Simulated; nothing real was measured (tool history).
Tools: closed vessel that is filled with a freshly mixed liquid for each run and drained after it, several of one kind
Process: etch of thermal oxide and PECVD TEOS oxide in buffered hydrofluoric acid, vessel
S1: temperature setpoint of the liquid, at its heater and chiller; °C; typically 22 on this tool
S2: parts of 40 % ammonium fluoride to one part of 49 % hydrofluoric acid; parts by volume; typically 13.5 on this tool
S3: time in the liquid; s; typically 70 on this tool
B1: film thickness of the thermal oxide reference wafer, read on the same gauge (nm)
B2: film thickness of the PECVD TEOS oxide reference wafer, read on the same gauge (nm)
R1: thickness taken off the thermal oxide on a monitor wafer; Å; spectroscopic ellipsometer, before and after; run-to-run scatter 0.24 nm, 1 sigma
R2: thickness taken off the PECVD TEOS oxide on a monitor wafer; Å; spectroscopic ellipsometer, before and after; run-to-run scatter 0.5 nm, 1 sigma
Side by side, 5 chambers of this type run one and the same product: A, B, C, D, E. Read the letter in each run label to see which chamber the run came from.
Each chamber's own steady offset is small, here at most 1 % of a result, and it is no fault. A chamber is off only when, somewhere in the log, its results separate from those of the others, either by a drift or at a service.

Run 1D, day 0.208: usual settings; B1 80.010; B2 99.970. Result: R1 539.07 Å, R2 641.10 Å.
Run 2E, day 0.488: usual settings; B1 80.017; B2 99.996. Result: R1 540.19 Å, R2 630.49 Å.
Run 3B, day 0.654: usual settings; B1 80.009; B2 100.020. Result: R1 538.27 Å, R2 641.25 Å.
Run 4C, day 0.867: usual settings; B1 79.975; B2 99.971. Result: R1 533.84 Å, R2 634.80 Å.
Run 5A, day 1.033: usual settings; B1 80.032; B2 100.000. Result: R1 543.45 Å, R2 628.61 Å.
Run 6B, day 1.229: usual settings; B1 79.995; B2 99.977. Result: R1 532.07 Å, R2 637.49 Å.
Run 7E, day 1.433: usual settings; B1 80.003; B2 99.996. Result: R1 541.76 Å, R2 636.86 Å.
Run 8C, day 1.675: usual settings; B1 80.008; B2 99.989. Result: R1 534.65 Å, R2 630.82 Å.
Run 9A, day 1.854: usual settings; B1 79.956; B2 99.974. Result: R1 544.08 Å, R2 639.90 Å.
Run 10D, day 2.192: usual settings; B1 79.990; B2 99.995. Result: R1 542.77 Å, R2 631.52 Å.
Run 11E, day 2.346: usual settings; B1 80.020; B2 100.000. Result: R1 540.42 Å, R2 638.28 Å.
Run 12C, day 2.596: usual settings; B1 79.986; B2 99.992. Result: R1 533.59 Å, R2 633.18 Å.
Run 13A, day 2.950: usual settings; B1 80.002; B2 99.947. Result: R1 543.54 Å, R2 629.91 Å.
Run 14B, day 3.125: usual settings; B1 79.997; B2 100.020. Result: R1 535.40 Å, R2 632.47 Å.
Run 15D, day 3.321: usual settings; B1 80.034; B2 100.010. Result: R1 541.52 Å, R2 642.54 Å.
Run 16A, day 3.654: usual settings; B1 79.986; B2 100.010. Result: R1 546.47 Å, R2 634.89 Å.
Run 17E, day 3.883: usual settings; B1 79.988; B2 100.010. Result: R1 542.08 Å, R2 625.37 Å.
Run 18D, day 4.192: usual settings; B1 79.999; B2 99.991. Result: R1 540.63 Å, R2 631.72 Å.
Run 19B, day 4.479: usual settings but S2 9.5 parts by volume, S3 55 s; B1 79.976; B2 99.993. Result: R1 582.50 Å, R2 691.82 Å.
Run 20C, day 4.658: usual settings but S2 9.5 parts by volume, S3 55 s; B1 80.015; B2 99.998. Result: R1 579.69 Å, R2 678.65 Å.
Run 21C, day 4.921: usual settings but S2 9.5 parts by volume, S3 55 s; B1 79.986; B2 99.987. Result: R1 579.34 Å, R2 675.32 Å.
Run 22A, day 5.112: usual settings but S2 9.5 parts by volume, S3 55 s; B1 79.979; B2 99.992. Result: R1 597.87 Å, R2 688.96 Å.
Run 23E, day 5.296: usual settings but S2 9.5 parts by volume, S3 55 s; B1 80.002; B2 100.000. Result: R1 586.52 Å, R2 681.53 Å.
Run 24D, day 5.592: usual settings; B1 79.984; B2 100.020. Result: R1 544.48 Å, R2 632.92 Å.
Run 25B, day 5.942: usual settings; B1 79.982; B2 99.995. Result: R1 535.51 Å, R2 642.47 Å.
Run 26D, day 6.262: usual settings; B1 80.022; B2 100.010. Result: R1 543.26 Å, R2 632.61 Å.
Run 27E, day 6.454: usual settings; B1 80.006; B2 99.999. Result: R1 539.08 Å, R2 625.10 Å.
Run 28B, day 6.650: usual settings; B1 79.995; B2 100.030. Result: R1 531.91 Å, R2 646.42 Å.
Run 29C, day 7.000: usual settings; B1 80.017; B2 100.010. Result: R1 537.72 Å, R2 626.47 Å.
Run 30A, day 7.229: usual settings; B1 79.998; B2 100.050. Result: R1 538.09 Å, R2 634.85 Å.
Run 31E, day 7.417: usual settings; B1 79.994; B2 99.960. Result: R1 539.04 Å, R2 632.13 Å.
Run 32D, day 7.604: usual settings; B1 80.011; B2 99.970. Result: R1 540.50 Å, R2 634.13 Å.
Run 33C, day 7.958: usual settings; B1 79.997; B2 100.010. Result: R1 534.76 Å, R2 630.21 Å.
Run 34B, day 8.196: usual settings; B1 79.976; B2 99.975. Result: R1 530.93 Å, R2 640.89 Å.

All chambers now run identical settings, listed one chamber a line with results as question marks. What results will each chamber show?
Run 35A, day 8.450: usual settings. Result: R1 ?, R2 ?.
Run 35B, day 8.450: usual settings. Result: R1 ?, R2 ?.
Run 35C, day 8.450: usual settings. Result: R1 ?, R2 ?.
Run 35D, day 8.450: usual settings. Result: R1 ?, R2 ?.
Run 35E, day 8.450: usual settings. Result: R1 ?, R2 ?.

run      R1      R2
35A  541.94  634.62
35B  534.55  636.77
35C  536.29  621.95
35D  540.57  642.08
35E  537.05  637.33

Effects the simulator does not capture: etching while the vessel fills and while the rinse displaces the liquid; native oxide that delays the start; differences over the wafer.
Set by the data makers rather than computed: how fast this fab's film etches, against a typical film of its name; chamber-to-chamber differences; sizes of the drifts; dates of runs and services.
